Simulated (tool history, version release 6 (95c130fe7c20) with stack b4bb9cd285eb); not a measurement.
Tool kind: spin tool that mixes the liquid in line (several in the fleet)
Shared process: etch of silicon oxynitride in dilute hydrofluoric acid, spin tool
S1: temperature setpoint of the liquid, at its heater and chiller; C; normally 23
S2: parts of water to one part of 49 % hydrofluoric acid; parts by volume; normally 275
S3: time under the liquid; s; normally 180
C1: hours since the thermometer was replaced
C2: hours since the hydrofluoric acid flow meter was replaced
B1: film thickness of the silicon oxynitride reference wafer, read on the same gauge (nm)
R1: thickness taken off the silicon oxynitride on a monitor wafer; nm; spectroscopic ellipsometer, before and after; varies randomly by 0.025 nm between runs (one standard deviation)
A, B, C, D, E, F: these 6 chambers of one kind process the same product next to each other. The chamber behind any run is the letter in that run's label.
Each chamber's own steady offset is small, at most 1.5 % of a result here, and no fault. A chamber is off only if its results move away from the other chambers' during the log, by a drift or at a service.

run,hour,S1,S2,S3,C1,C2,B1,R1
1B,4.2,23,275,180,330.2,1512.8,110.01,2.1745
2F,8.3,23,275,180,1168,1146,110,2.1327
3C,12.2,23,275,180,577.3,1527.8,110,2.1554
4E,14.7,23,275,180,219.2,375.2,109.98,2.1037
5A,18.3,23,275,180,1866.7,432.6,110,2.1153
6D,21.4,23,275,180,684.7,212.8,109.99,2.1014
7D,24.9,23,275,180,688.2,216.3,110,2.1658
8F,28.2,23,275,180,1187.9,1165.9,110,2.1945
9A,31.6,23,275,180,1880,445.9,110.01,2.1538
10B,35.9,23,275,180,361.9,1544.5,109.99,2.1411
11C,39.4,23,275,260,604.5,1555,110.01,3.103
12E,41.9,23,275,260,246.4,402.4,110,3.0363
13F,43.8,23,275,260,1203.5,1181.5,109.99,3.1167
14B,46.6,23,275,260,372.6,1555.2,109.99,3.1592
15D,48.8,23,275,260,712.1,240.2,109.99,3.0975
16C,51.5,23,275,260,616.6,1567.1,110,3.1086
17E,53.7,20,275,245,258.2,414.2,110,2.4989
18A,55.8,20,275,245,1904.2,470.1,109.98,2.5464
19E,58.4,20,275,245,262.9,418.9,110.01,2.5542
20F,62.3,20,275,245,1222,1200,110.01,2.5828
21A,65.3,20,275,245,1913.7,479.6,109.99,2.5822
22B,69.4,20,275,245,395.4,1578,109.98,2.5633
23D,73.6,23,275,285,736.9,265,110.01,3.406
24C,77.1,23,275,285,642.2,1592.7,110,3.3455
25F,80.8,23,275,285,1240.5,1218.5,109.99,3.3796
26B,84.6,23,275,285,410.6,1593.2,110,3.3654
27E,88.6,23,275,285,293.1,449.1,110,3.3273
28D,92,23,275,285,755.3,283.4,110,3.3692
29C,94.1,23,275,180,659.2,1609.7,110.01,2.1746
30A,97,23,275,180,1945.4,511.3,109.99,2.1483
31B,99.4,23,275,180,425.4,1608,109.99,2.1294
32C,103.6,23,275,180,668.7,1619.2,109.98,2.1472
33F,107.4,23,320,115,1267.1,1245.1,110,1.1726
34D,109.4,23,320,115,772.7,300.8,110.01,1.1358
35A,113,23,320,115,1961.4,527.3,110.01,1.1602
# hour 116.7: chamber B: hydrofluoric acid flow meter replaced
36E,116.9,23,320,115,321.4,477.4,110,1.1405
37F,120.6,23,320,115,1280.3,1258.3,110,1.1556
38B,122.6,23,320,115,448.6,6,109.99,1.1558
39C,126.6,23,275,180,691.7,1642.2,110.03,2.1491
40D,129.2,23,275,180,792.5,320.6,110.01,2.0496
41E,133,23,275,180,337.5,493.5,110,2.1225
42A,136.4,23,275,180,1984.8,550.7,109.98,2.1202
43F,140.7,23,275,180,1300.4,1278.4,110.01,2.2016

Each of the 6 chambers runs these same settings next. Fill in every chamber's results:
44A,143.8,18.5,275,180,,,,?
44B,143.8,18.5,275,180,,,,?
44C,143.8,18.5,275,180,,,,?
44D,143.8,18.5,275,180,,,,?
44E,143.8,18.5,275,180,,,,?
44F,143.8,18.5,275,180,,,,?

run,R1
44A,1.7623
44B,1.7455
44C,1.7659
44D,1.7724
44E,1.7079
44F,1.7451

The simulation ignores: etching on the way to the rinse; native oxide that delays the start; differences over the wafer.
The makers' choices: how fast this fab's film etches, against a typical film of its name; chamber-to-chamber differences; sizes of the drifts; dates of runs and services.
